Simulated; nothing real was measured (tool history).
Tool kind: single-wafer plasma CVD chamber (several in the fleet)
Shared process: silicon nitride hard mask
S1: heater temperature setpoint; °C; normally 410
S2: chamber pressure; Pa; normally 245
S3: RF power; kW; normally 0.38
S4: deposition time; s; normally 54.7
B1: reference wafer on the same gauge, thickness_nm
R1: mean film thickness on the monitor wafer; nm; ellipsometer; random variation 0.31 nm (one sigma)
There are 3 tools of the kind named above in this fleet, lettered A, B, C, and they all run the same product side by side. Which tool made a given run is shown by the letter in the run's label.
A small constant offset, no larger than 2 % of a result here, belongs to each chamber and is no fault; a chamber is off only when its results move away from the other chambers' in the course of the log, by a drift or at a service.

{"run": "1A", "hour": 8.2, "S1": 410, "S2": 245, "S3": 0.38, "S4": 54.7, "B1": 89.258, "R1": 76.66}
{"run": "2C", "hour": 15.3, "S1": 410, "S2": 245, "S3": 0.38, "S4": 54.7, "B1": 89.079, "R1": 75.798}
{"run": "3B", "hour": 25.9, "S1": 410, "S2": 245, "S3": 0.38, "S4": 54.7, "B1": 89.168, "R1": 74.617}
{"run": "4C", "hour": 36.0, "S1": 410, "S2": 245, "S3": 0.38, "S4": 54.7, "B1": 89.175, "R1": 75.231}
{"run": "5A", "hour": 45.8, "S1": 410, "S2": 245, "S3": 0.38, "S4": 64.6, "B1": 89.312, "R1": 90.404}
{"run": "6B", "hour": 57.2, "S1": 410, "S2": 245, "S3": 0.38, "S4": 64.6, "B1": 89.15, "R1": 88.351}
{"run": "7C", "hour": 71.3, "S1": 410, "S2": 245, "S3": 0.38, "S4": 64.6, "B1": 89.3, "R1": 89.079}
{"run": "8A", "hour": 85.5, "S1": 410, "S2": 245, "S3": 0.38, "S4": 54.7, "B1": 89.183, "R1": 76.162}
{"run": "9B", "hour": 97.4, "S1": 410, "S2": 245, "S3": 0.38, "S4": 54.7, "B1": 89.223, "R1": 74.505}
{"run": "10B", "hour": 106.2, "S1": 410, "S2": 245, "S3": 0.38, "S4": 54.7, "B1": 89.275, "R1": 74.961}
{"run": "11C", "hour": 115.0, "S1": 424, "S2": 245, "S3": 0.415, "S4": 54.7, "B1": 89.216, "R1": 79.214}
{"run": "12A", "hour": 129.8, "S1": 424, "S2": 245, "S3": 0.415, "S4": 54.7, "B1": 89.223, "R1": 79.642}
{"run": "13A", "hour": 139.7, "S1": 424, "S2": 245, "S3": 0.415, "S4": 54.7, "B1": 89.16, "R1": 80.128}
{"run": "14C", "hour": 148.2, "S1": 410, "S2": 245, "S3": 0.38, "S4": 54.7, "B1": 89.18, "R1": 75.682}
{"run": "15B", "hour": 156.8, "S1": 410, "S2": 293, "S3": 0.41, "S4": 54.7, "B1": 89.148, "R1": 81.746}
{"run": "16A", "hour": 169.7, "S1": 410, "S2": 293, "S3": 0.41, "S4": 54.7, "B1": 89.275, "R1": 84.175}
{"run": "17C", "hour": 183.6, "S1": 410, "S2": 293, "S3": 0.41, "S4": 54.7, "B1": 89.179, "R1": 82.617}
{"run": "18B", "hour": 198.3, "S1": 410, "S2": 245, "S3": 0.38, "S4": 54.7, "B1": 89.142, "R1": 74.372}
{"run": "19C", "hour": 211.8, "S1": 410, "S2": 245, "S3": 0.38, "S4": 44.1, "B1": 89.126, "R1": 61.133}
{"hour": 218.6, "done": "chamber A: thermocouple changed; heater temperature recalibrated"}
{"run": "20A", "hour": 221.4, "S1": 410, "S2": 245, "S3": 0.38, "S4": 44.1, "B1": 89.041, "R1": 61.625}
{"run": "21B", "hour": 234.7, "S1": 410, "S2": 245, "S3": 0.38, "S4": 44.1, "B1": 89.103, "R1": 60.16}
{"run": "22B", "hour": 248.0, "S1": 410, "S2": 245, "S3": 0.38, "S4": 54.7, "B1": 89.192, "R1": 74.987}
{"run": "23A", "hour": 255.8, "S1": 410, "S2": 245, "S3": 0.33, "S4": 48.7, "B1": 89.298, "R1": 62.3}
{"run": "24C", "hour": 263.5, "S1": 410, "S2": 245, "S3": 0.33, "S4": 48.7, "B1": 89.245, "R1": 61.537}
{"run": "25C", "hour": 274.4, "S1": 410, "S2": 245, "S3": 0.33, "S4": 48.7, "B1": 89.204, "R1": 61.785}
{"run": "26A", "hour": 285.4, "S1": 410, "S2": 245, "S3": 0.38, "S4": 54.7, "B1": 89.114, "R1": 75.982}
{"run": "27B", "hour": 293.5, "S1": 410, "S2": 245, "S3": 0.38, "S4": 54.7, "B1": 89.188, "R1": 74.297}
{"run": "28C", "hour": 308.4, "S1": 410, "S2": 245, "S3": 0.38, "S4": 54.7, "B1": 89.206, "R1": 74.978}
{"run": "29A", "hour": 322.4, "S1": 410, "S2": 245, "S3": 0.38, "S4": 54.7, "B1": 89.292, "R1": 76.438}

Each of the 3 chambers runs these same settings next. Fill in every chamber's results:
{"run": "30A", "hour": 333.2, "S1": 398, "S2": 245, "S3": 0.38, "S4": 54.7, "R1": "?"}
{"run": "30B", "hour": 333.2, "S1": 398, "S2": 245, "S3": 0.38, "S4": 54.7, "R1": "?"}
{"run": "30C", "hour": 333.2, "S1": 398, "S2": 245, "S3": 0.38, "S4": 54.7, "R1": "?"}

run=30A R1=76.833
run=30B R1=75.286
run=30C R1=75.803
